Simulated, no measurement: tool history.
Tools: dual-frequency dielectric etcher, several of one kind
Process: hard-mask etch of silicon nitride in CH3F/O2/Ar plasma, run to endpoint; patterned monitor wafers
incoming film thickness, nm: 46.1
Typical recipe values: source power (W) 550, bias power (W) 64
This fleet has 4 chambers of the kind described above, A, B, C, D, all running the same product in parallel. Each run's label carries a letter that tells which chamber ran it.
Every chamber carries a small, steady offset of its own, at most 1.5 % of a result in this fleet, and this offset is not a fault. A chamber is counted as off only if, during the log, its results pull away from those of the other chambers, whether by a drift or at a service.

run 1A hour=10.4 | source_power_(W)=550 bias_power_(W)=64 | endpoint_time_(s)=61.322
run 2B hour=18.4 | source_power_(W)=550 bias_power_(W)=64 | endpoint_time_(s)=61.775
run 3C hour=27.3 | source_power_(W)=550 bias_power_(W)=64 | endpoint_time_(s)=60.073
run 4D hour=33.9 | source_power_(W)=550 bias_power_(W)=64 | endpoint_time_(s)=61.180
run 5C hour=42.1 | source_power_(W)=550 bias_power_(W)=64 | endpoint_time_(s)=60.018
run 6A hour=55.2 | source_power_(W)=550 bias_power_(W)=64 | endpoint_time_(s)=62.486
run 7B hour=65.4 | source_power_(W)=550 bias_power_(W)=64 | endpoint_time_(s)=61.580
run 8D hour=74.5 | source_power_(W)=550 bias_power_(W)=64 | endpoint_time_(s)=61.200
run 9C hour=85.2 | source_power_(W)=660 bias_power_(W)=54 | endpoint_time_(s)=59.518
run 10A hour=93.9 | source_power_(W)=660 bias_power_(W)=54 | endpoint_time_(s)=59.882
run 11B hour=102.2 | source_power_(W)=660 bias_power_(W)=54 | endpoint_time_(s)=59.977
run 12D hour=114.8 | source_power_(W)=660 bias_power_(W)=54 | endpoint_time_(s)=59.515
run 13B hour=122.5 | source_power_(W)=480 bias_power_(W)=73 | endpoint_time_(s)=61.637
-- hour=123.2 chamber C: wet clean of the chamber
run 14A hour=134.8 | source_power_(W)=480 bias_power_(W)=73 | endpoint_time_(s)=62.519
run 15D hour=148.0 | source_power_(W)=480 bias_power_(W)=73 | endpoint_time_(s)=61.523
run 16C hour=154.6 | source_power_(W)=480 bias_power_(W)=73 | endpoint_time_(s)=61.330
-- hour=161.7 chamber D: wet clean of the chamber
run 17D hour=166.2 | source_power_(W)=550 bias_power_(W)=64 | endpoint_time_(s)=65.041
run 18C hour=174.2 | source_power_(W)=550 bias_power_(W)=64 | endpoint_time_(s)=61.166
run 19B hour=183.1 | source_power_(W)=550 bias_power_(W)=52 | endpoint_time_(s)=64.455
run 20A hour=193.6 | source_power_(W)=550 bias_power_(W)=52 | endpoint_time_(s)=65.614
run 21C hour=203.9 | source_power_(W)=550 bias_power_(W)=52 | endpoint_time_(s)=64.094
run 22D hour=215.2 | source_power_(W)=550 bias_power_(W)=52 | endpoint_time_(s)=68.587
run 23A hour=222.9 | source_power_(W)=550 bias_power_(W)=64 | endpoint_time_(s)=61.470
run 24B hour=231.4 | source_power_(W)=670 bias_power_(W)=51 | endpoint_time_(s)=60.941
run 25A hour=240.0 | source_power_(W)=670 bias_power_(W)=51 | endpoint_time_(s)=61.093
run 26C hour=250.5 | source_power_(W)=670 bias_power_(W)=51 | endpoint_time_(s)=60.574
-- hour=252.3 chamber A: bias power generator calibrated
run 27D hour=257.8 | source_power_(W)=670 bias_power_(W)=51 | endpoint_time_(s)=64.169
run 28B hour=269.6 | source_power_(W)=550 bias_power_(W)=64 | endpoint_time_(s)=60.009
run 29A hour=280.6 | source_power_(W)=550 bias_power_(W)=64 | endpoint_time_(s)=62.137
run 30D hour=290.0 | source_power_(W)=550 bias_power_(W)=64 | endpoint_time_(s)=63.568
-- hour=303.2 chamber A: wet clean of the chamber
run 31C hour=303.6 | source_power_(W)=550 bias_power_(W)=64 | endpoint_time_(s)=60.512
run 32B hour=314.5 | source_power_(W)=550 bias_power_(W)=64 | endpoint_time_(s)=60.962
run 33C hour=323.6 | source_power_(W)=550 bias_power_(W)=64 | endpoint_time_(s)=60.602
run 34A hour=331.4 | source_power_(W)=550 bias_power_(W)=64 | endpoint_time_(s)=62.640

Does one chamber stand apart from the rest, does the shared gauge drift, or is all well apart from small per-chamber offsets? Give the chamber and the most likely cause, where there is one.

A service on chamber D put it out of line with the rest.
What lies behind it: etch rate under this chamber's usual, % = 5.13.

Below are 4 candidate recipes for chamber D's next run, each the usual settings with a change, their results shown as question marks. Which of them brings D's results back in line with what the other chambers give on the usual settings?
A result is in line if it is within this distance of the other chambers' mean on the usual settings: endpoint time (s) 1.700
run 35D-1 hour=341.8 | source_power_(W)=510 bias_power_(W)=60 | endpoint_time_(s)=?
run 35D-2 hour=341.8 | source_power_(W)=590 bias_power_(W)=68 | endpoint_time_(s)=?
run 35D-3 hour=341.8 | source_power_(W)=640 bias_power_(W)=72 | endpoint_time_(s)=?
run 35D-4 hour=341.8 | source_power_(W)=460 bias_power_(W)=56 | endpoint_time_(s)=?

Other chambers, usual settings, mean: endpoint time (s) 61.195
run=35D-1 endpoint_time_(s)=67.789
run=35D-2 endpoint_time_(s)=61.559
run=35D-3 endpoint_time_(s)=58.563
run=35D-4 endpoint_time_(s)=72.111
35D-2 brings the chamber back in line.
